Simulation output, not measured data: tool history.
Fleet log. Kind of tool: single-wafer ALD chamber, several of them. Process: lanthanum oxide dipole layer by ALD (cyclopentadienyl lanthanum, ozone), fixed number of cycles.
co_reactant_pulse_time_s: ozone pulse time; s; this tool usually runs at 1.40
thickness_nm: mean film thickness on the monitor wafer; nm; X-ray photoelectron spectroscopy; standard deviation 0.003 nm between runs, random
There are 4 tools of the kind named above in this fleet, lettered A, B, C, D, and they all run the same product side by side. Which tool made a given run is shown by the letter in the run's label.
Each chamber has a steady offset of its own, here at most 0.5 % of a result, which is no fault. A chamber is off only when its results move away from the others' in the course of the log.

run,day,co_reactant_pulse_time_s,"read-back reference wafer on the same gauge, thickness_nm",thickness_nm
1D,0.171,1.40,0.48408,0.54331
2B,0.329,1.40,0.48403,0.54627
3A,0.546,1.40,0.48413,0.53775
4C,0.704,1.40,0.48408,0.54094
5B,0.888,1.40,0.48409,0.54825
6A,1.038,1.40,0.48329,0.54303
7C,1.354,1.80,0.48365,0.56730
8D,1.550,1.80,0.48465,0.56219
9D,1.842,1.80,0.48392,0.56587
10B,2.138,1.80,0.48396,0.56549
11A,2.358,1.40,0.48427,0.53868
12C,2.679,1.40,0.48350,0.54410
13A,2.983,1.40,0.48390,0.54173
14D,3.150,1.40,0.48432,0.53880
15C,3.308,1.40,0.48432,0.54019
16B,3.488,1.40,0.48389,0.54397
# day 3.750: chamber B: ozone generator serviced
17B,3.808,1.66,0.48357,0.55489
18C,4.129,1.66,0.48332,0.55741
19A,4.333,1.66,0.48352,0.55685
20D,4.638,1.66,0.48423,0.54872
21D,4.938,1.40,0.48415,0.53274
22A,5.192,1.40,0.48344,0.54278
23C,5.483,1.40,0.48393,0.54134
24B,5.642,1.40,0.48359,0.53806
25B,5.825,1.40,0.48396,0.54500
26C,6.138,1.58,0.48434,0.54430
27D,6.358,1.58,0.48448,0.53882
28A,6.538,1.58,0.48342,0.54839
29C,6.696,1.58,0.48477,0.54941
30B,7.017,1.40,0.48394,0.54245
31A,7.246,1.13,0.48332,0.50828

Read the log: is a single chamber off, either drifting away or since a service, is the gauge that measures every chamber drifting, or is nothing wrong beyond small per-chamber offsets? Name any odd chamber and what most likely caused it.

Chamber D drifts away from the others.
What lies behind it: ozone dose below that of a generator just serviced (%) = 15.1.

Which of the 4 candidates below, each the usual settings with something changed and its results left as question marks, puts chamber D back in line with what the other chambers give on the usual settings?
Allowed miss from the other chambers' usual-settings mean, per result, to count as in line: thickness_nm 0.01000 nm
32D-1,7.496,1.09,,?
32D-2,7.496,1.21,,?
32D-3,7.496,1.59,,?
32D-4,7.496,1.95,,?

Mean of the other chambers on the usual settings: thickness_nm 0.54137 nm
run,thickness_nm
32D-1,0.48503
32D-2,0.50213
32D-3,0.53793
32D-4,0.55586
With 32D-3, the chamber falls back in line with the rest.
